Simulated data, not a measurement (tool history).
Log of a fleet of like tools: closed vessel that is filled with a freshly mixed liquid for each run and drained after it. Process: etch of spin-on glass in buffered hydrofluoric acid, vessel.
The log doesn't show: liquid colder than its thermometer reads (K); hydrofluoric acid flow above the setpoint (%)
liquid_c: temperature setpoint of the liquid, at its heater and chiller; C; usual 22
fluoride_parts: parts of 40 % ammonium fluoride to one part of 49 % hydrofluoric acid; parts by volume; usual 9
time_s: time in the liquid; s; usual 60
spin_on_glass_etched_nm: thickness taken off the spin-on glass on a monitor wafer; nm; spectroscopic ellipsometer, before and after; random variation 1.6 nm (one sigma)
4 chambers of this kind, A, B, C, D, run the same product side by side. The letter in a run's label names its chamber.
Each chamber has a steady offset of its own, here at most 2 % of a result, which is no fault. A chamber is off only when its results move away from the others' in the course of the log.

run	hour	liquid_c	fluoride_parts	time_s	hours since the thermometer was replaced	hours since the hydrofluoric acid flow meter was replaced	read-back film thickness of the spin-on glass reference wafer, read on the same gauge (nm)	spin_on_glass_etched_nm
1C	8.0	22	9	60	87.7	743.2	99.989	202.61
2D	15.4	22	9	60	2066.0	515.4	100.040	209.49
3B	25.2	22	9	60	1687.5	640.0	99.996	204.99
4A	31.4	22	9	60	540.7	1106.5	100.000	208.27
5B	41.3	20	9	50	1703.6	656.1	100.010	155.09
# hour 49.7: chamber D: thermometer replaced
6D	52.0	20	9	50	2.4	552.0	100.010	154.06
7C	62.3	20	9	50	142.0	797.5	100.010	152.81
8A	69.5	20	9	50	578.8	1144.6	100.020	156.00
9D	75.5	22	9	60	25.9	575.5	99.976	207.54
10C	82.5	22	9	60	162.2	817.7	100.000	203.00
11A	88.7	22	9	60	598.0	1163.8	99.953	208.86
12B	97.5	22	9	60	1759.8	712.3	99.989	207.90
13C	103.3	22	9	60	183.0	838.5	99.996	203.50
14A	110.4	22	9	60	619.7	1185.5	100.020	210.27
15B	122.0	22	9	60	1784.3	736.8	99.986	214.74
16D	129.0	22	9	60	79.4	629.0	99.965	206.95
17B	135.0	22	9	60	1797.3	749.8	100.010	213.22
# hour 141.3: chamber B: thermometer replaced
18A	142.7	22	9	60	652.0	1217.8	99.974	207.23
19D	154.6	22	9	60	105.0	654.6	100.010	207.75
20C	163.0	22	9	60	242.7	898.2	100.020	203.18
21B	172.3	22	9	60	31.0	787.1	100.000	214.72
22C	180.3	22	9	60	260.0	915.5	100.000	203.72
23D	186.7	22	9	60	137.1	686.7	100.030	207.99
24A	197.0	22	9	60	706.3	1272.1	100.050	207.49
25B	208.4	22	9	80	67.1	823.2	100.020	293.13
26D	217.4	22	9	80	167.8	717.4	99.961	276.01
27A	225.9	22	9	80	735.2	1301.0	100.010	275.91
28C	234.3	22	9	80	314.0	969.5	100.010	274.13
29C	239.9	22	9	60	319.6	975.1	99.987	202.51
30A	251.5	22	9	60	760.8	1326.6	99.972	208.56
31D	260.2	22	9	60	210.6	760.2	99.992	210.89
32B	268.4	22	9	60	127.1	883.2	99.985	219.28
33B	273.6	22	9	60	132.3	888.4	99.962	225.01
34A	282.7	22	9	60	792.0	1357.8	100.010	207.11
35C	288.0	22	9	60	367.7	1023.2	100.030	206.66
36D	296.1	22	9	60	246.5	796.1	100.030	209.73
37B	304.7	22	9	60	163.4	919.5	100.000	224.67
38D	314.4	22	9	60	264.8	814.4	100.010	209.89
39A	320.6	22	9	60	829.9	1395.7	100.010	208.80
40C	328.7	22	9	35	408.4	1063.9	100.030	119.70
41C	335.1	22	9	35	414.8	1070.3	100.020	118.70
42D	342.1	22	9	35	292.5	842.1	99.996	123.42

Is one chamber off against the others, does the gauge drift, or is nothing wrong? If a chamber is off, say which, and what the likeliest cause is.

Chamber B drifts away from the others.
Cause: hydrofluoric acid flow above the setpoint (%) = 9.37.

Here are 4 candidates for chamber B's next run, each the usual settings with a change, their results left as question marks. Which one brings its results back in line with what the others give on the usual settings?
In line means no further than this from the other chambers' mean on the usual settings: spin_on_glass_etched_nm 5.40 nm
43B-1	350.7	22.0	9.0	55				?
43B-2	350.7	22.5	8.5	60				?
43B-3	350.7	21.5	9.0	60				?
43B-4	350.7	22.5	9.0	60				?

The other chambers' mean on the usual settings: spin_on_glass_etched_nm 207.35 nm
run	spin_on_glass_etched_nm
43B-1	208.75
43B-2	248.96
43B-3	221.52
43B-4	234.09
43B-1 brings the chamber back in line.
